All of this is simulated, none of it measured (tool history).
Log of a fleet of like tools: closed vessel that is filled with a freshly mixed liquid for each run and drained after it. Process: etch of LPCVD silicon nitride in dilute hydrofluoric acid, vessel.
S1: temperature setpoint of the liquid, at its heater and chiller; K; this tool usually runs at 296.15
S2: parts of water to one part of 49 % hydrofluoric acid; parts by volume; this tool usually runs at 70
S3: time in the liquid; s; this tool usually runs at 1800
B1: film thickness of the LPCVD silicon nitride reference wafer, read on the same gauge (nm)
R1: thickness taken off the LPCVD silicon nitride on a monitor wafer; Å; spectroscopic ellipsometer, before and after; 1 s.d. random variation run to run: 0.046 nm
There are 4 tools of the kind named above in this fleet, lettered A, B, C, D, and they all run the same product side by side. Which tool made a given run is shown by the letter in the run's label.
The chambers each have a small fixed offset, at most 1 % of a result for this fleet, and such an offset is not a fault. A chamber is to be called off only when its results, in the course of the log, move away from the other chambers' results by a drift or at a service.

{"run": "1C", "hour": 3.7, "S1": 296.15, "S2": 70, "S3": 1800, "B1": 110.01, "R1": 136.21}
{"run": "2D", "hour": 8.2, "S1": 296.15, "S2": 70, "S3": 1800, "B1": 110.02, "R1": 136.84}
{"run": "3A", "hour": 10.9, "S1": 296.15, "S2": 70, "S3": 1800, "B1": 110.01, "R1": 136.81}
{"run": "4B", "hour": 14.3, "S1": 296.15, "S2": 70, "S3": 1800, "B1": 110.01, "R1": 137.57}
{"run": "5A", "hour": 18.8, "S1": 296.15, "S2": 70, "S3": 1800, "B1": 110, "R1": 137}
{"run": "6C", "hour": 21.2, "S1": 296.15, "S2": 70, "S3": 1800, "B1": 109.98, "R1": 136.5}
{"run": "7B", "hour": 25.1, "S1": 293.65, "S2": 70, "S3": 2140, "B1": 110.04, "R1": 136.99}
{"run": "8D", "hour": 27.2, "S1": 293.65, "S2": 70, "S3": 2140, "B1": 109.99, "R1": 136.8}
{"run": "9A", "hour": 31.1, "S1": 293.65, "S2": 70, "S3": 2140, "B1": 109.99, "R1": 136.84}
{"run": "10D", "hour": 33.5, "S1": 293.65, "S2": 70, "S3": 2140, "B1": 109.99, "R1": 137.29}
{"run": "11C", "hour": 35.9, "S1": 296.15, "S2": 70, "S3": 1800, "B1": 110.03, "R1": 136.94}
{"run": "12B", "hour": 40.1, "S1": 301.15, "S2": 70, "S3": 1800, "B1": 110, "R1": 193.23}
{"run": "13D", "hour": 43.5, "S1": 301.15, "S2": 70, "S3": 1800, "B1": 109.98, "R1": 193}
{"run": "14C", "hour": 45.5, "S1": 301.15, "S2": 70, "S3": 1800, "B1": 110, "R1": 188.61}
{"run": "15A", "hour": 48.1, "S1": 301.15, "S2": 70, "S3": 1800, "B1": 110.03, "R1": 190.69}
{"run": "16B", "hour": 50.8, "S1": 296.15, "S2": 70, "S3": 1800, "B1": 110.02, "R1": 137.37}
{"run": "17A", "hour": 54.1, "S1": 296.15, "S2": 45, "S3": 1800, "B1": 110.03, "R1": 212.32}
{"run": "18B", "hour": 56.7, "S1": 296.15, "S2": 45, "S3": 1800, "B1": 110.02, "R1": 213.8}
{"run": "19C", "hour": 60.4, "S1": 296.15, "S2": 45, "S3": 1800, "B1": 109.99, "R1": 207.15}
{"run": "20D", "hour": 64.1, "S1": 296.15, "S2": 45, "S3": 1800, "B1": 110.01, "R1": 206.1}
{"run": "21D", "hour": 68.4, "S1": 296.15, "S2": 70, "S3": 1800, "B1": 110, "R1": 134.8}
{"run": "22C", "hour": 71.9, "S1": 296.15, "S2": 70, "S3": 1800, "B1": 109.99, "R1": 136.27}
{"run": "23A", "hour": 75.6, "S1": 296.15, "S2": 70, "S3": 1800, "B1": 110.02, "R1": 137.36}
{"run": "24B", "hour": 78.3, "S1": 296.15, "S2": 70, "S3": 1800, "B1": 109.98, "R1": 137.28}
{"run": "25D", "hour": 82.8, "S1": 296.15, "S2": 70, "S3": 1800, "B1": 110.02, "R1": 134.19}
{"run": "26C", "hour": 87.2, "S1": 296.15, "S2": 70, "S3": 1800, "B1": 110.01, "R1": 136.32}
{"run": "27B", "hour": 89.3, "S1": 296.15, "S2": 70, "S3": 1800, "B1": 109.97, "R1": 137.19}
{"run": "28A", "hour": 91.5, "S1": 296.15, "S2": 70, "S3": 1800, "B1": 110.01, "R1": 136.68}
{"run": "29D", "hour": 93.7, "S1": 296.15, "S2": 70, "S3": 1800, "B1": 110.02, "R1": 133.28}
{"run": "30B", "hour": 98.1, "S1": 296.15, "S2": 70, "S3": 1800, "B1": 110.02, "R1": 138.14}
{"run": "31A", "hour": 100.5, "S1": 296.15, "S2": 70, "S3": 1800, "B1": 109.99, "R1": 136.58}
{"run": "32C", "hour": 103.9, "S1": 296.15, "S2": 70, "S3": 1800, "B1": 109.96, "R1": 135.8}
{"run": "33B", "hour": 106.1, "S1": 298.15, "S2": 45, "S3": 1800, "B1": 110.02, "R1": 245.26}
{"run": "34A", "hour": 110.5, "S1": 298.15, "S2": 45, "S3": 1800, "B1": 110.02, "R1": 241.89}
{"run": "35D", "hour": 114.9, "S1": 298.15, "S2": 45, "S3": 1800, "B1": 109.97, "R1": 231.65}
{"run": "36C", "hour": 117.2, "S1": 298.15, "S2": 45, "S3": 1800, "B1": 110.02, "R1": 237.48}
{"run": "37A", "hour": 121.2, "S1": 296.15, "S2": 70, "S3": 1800, "B1": 110.03, "R1": 136.65}

Has any chamber moved away from the others, gradually or after a service, or does the common gauge drift, or do the chambers differ only by their own small steady offsets? State the chamber and the most likely cause if one applies.

One chamber, D, drifts off from the rest bit by bit.
Likeliest cause: hydrofluoric acid flow below the setpoint (%) = 4.2.
Not necessarily distinguishable in this log from: liquid colder than its thermometer reads (K).

Chamber D could run next with any of the 4 candidate recipes listed below; each alters the usual settings, and their results appear as question marks. Which one brings its results back in line with what the other chambers deliver on the usual settings?
A result is in line if it is within this distance of the other chambers' mean on the usual settings: R1 1.6 Å
{"run": "38D-1", "hour": 124.5, "S1": 296.15, "S2": 70, "S3": 1730, "R1": "?"}
{"run": "38D-2", "hour": 124.5, "S1": 296.15, "S2": 70, "S3": 1875, "R1": "?"}
{"run": "38D-3", "hour": 124.5, "S1": 296.15, "S2": 70, "S3": 1820, "R1": "?"}
{"run": "38D-4", "hour": 124.5, "S1": 296.15, "S2": 70, "S3": 1780, "R1": "?"}

The mean the other chambers reach with the usual settings: R1 136.94 Å
run=38D-1 R1=126.27
run=38D-2 R1=136.85
run=38D-3 R1=132.84
run=38D-4 R1=129.92
38D-2 brings the chamber back in line.

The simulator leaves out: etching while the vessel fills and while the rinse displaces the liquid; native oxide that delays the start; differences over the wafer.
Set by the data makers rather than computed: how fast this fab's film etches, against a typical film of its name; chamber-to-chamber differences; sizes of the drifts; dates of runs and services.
